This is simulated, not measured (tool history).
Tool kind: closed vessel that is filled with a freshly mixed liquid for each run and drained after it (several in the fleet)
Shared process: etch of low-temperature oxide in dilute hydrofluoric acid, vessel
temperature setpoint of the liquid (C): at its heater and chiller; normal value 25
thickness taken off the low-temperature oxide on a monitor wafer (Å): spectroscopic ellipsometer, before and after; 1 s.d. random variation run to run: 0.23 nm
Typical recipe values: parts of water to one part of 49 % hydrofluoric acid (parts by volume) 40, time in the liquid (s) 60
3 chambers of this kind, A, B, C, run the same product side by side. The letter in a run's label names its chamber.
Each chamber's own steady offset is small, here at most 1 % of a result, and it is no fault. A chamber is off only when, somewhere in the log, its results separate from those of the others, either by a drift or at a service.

run,hour,temperature setpoint of the liquid (C),parts of water to one part of 49 % hydrofluoric acid (parts by volume),time in the liquid (s),"read-back film thickness of the low-temperature oxide reference wafer, read on the same gauge (nm)",thickness taken off the low-temperature oxide on a monitor wafer (Å)
1A,7.7,25,40,60,90.009,587.42
2B,14.5,25,40,60,89.957,591.16
3C,21.5,25,40,60,90.012,590.9
4A,33.9,25,40,60,90.001,591.7
5C,49,25,40,60,90.014,592.42
6B,55.9,25,40,60,89.967,587.33
# hour 58.5: chamber C: thermometer replaced
7C,66.3,25,40,60,90.044,588.67
8A,76.1,25,40,60,90.043,590.84
# hour 88.6: chamber B: thermometer replaced
9B,90.4,25,40,60,89.967,591.41
10B,100,25,40,60,89.995,590.34
11A,112,25,40,60,90.029,589.75
12C,120.5,25,40,60,89.962,591.45
13A,133,25,40,60,89.996,591.97
14B,141.1,25,40,60,89.957,587.59
15C,149.8,25,40,60,90.031,593.33
16C,157.7,25,40,60,90.074,592.4
17A,170.9,25,40,60,89.989,592.15
# hour 172.1: chamber C: hydrofluoric acid flow meter replaced
18B,181.9,25,40,60,89.987,591.43
19B,193.6,25,40,60,90.066,592.23
20A,200.5,25,40,60,90.005,591.33
21C,214.6,25,40,60,89.979,592.32
22A,229.1,25,40,60,89.981,586.41
23C,243.2,25,40,60,89.967,592.49
24B,253.2,25,40,60,90.013,587.87
25A,264.9,21,50,60,89.99,392.85
26C,278.5,21,50,60,90.024,391.25
27B,291.8,21,50,60,89.989,395.25
28B,300.8,25,40,60,89.983,591.06
29A,308.8,25,40,60,90.042,588.01
30C,318.7,25,40,60,89.985,595.2
31C,331.2,25,50,60,90.037,467.44
32B,346.2,25,50,60,89.992,464.78
33A,356.2,25,50,60,90.009,462.78
34B,364.2,25,20,60,89.994,1222.8
35A,372.8,25,20,60,89.977,1232.5
36C,388.2,25,20,60,90.016,1239.3

All chambers now run identical settings, listed one chamber a line with results as question marks. What results will each chamber show?
37A,399.2,25,40,60,,?
37B,399.2,25,40,60,,?
37C,399.2,25,40,60,,?

run,thickness taken off the low-temperature oxide on a monitor wafer (Å)
37A,592.13
37B,589.33
37C,589.93
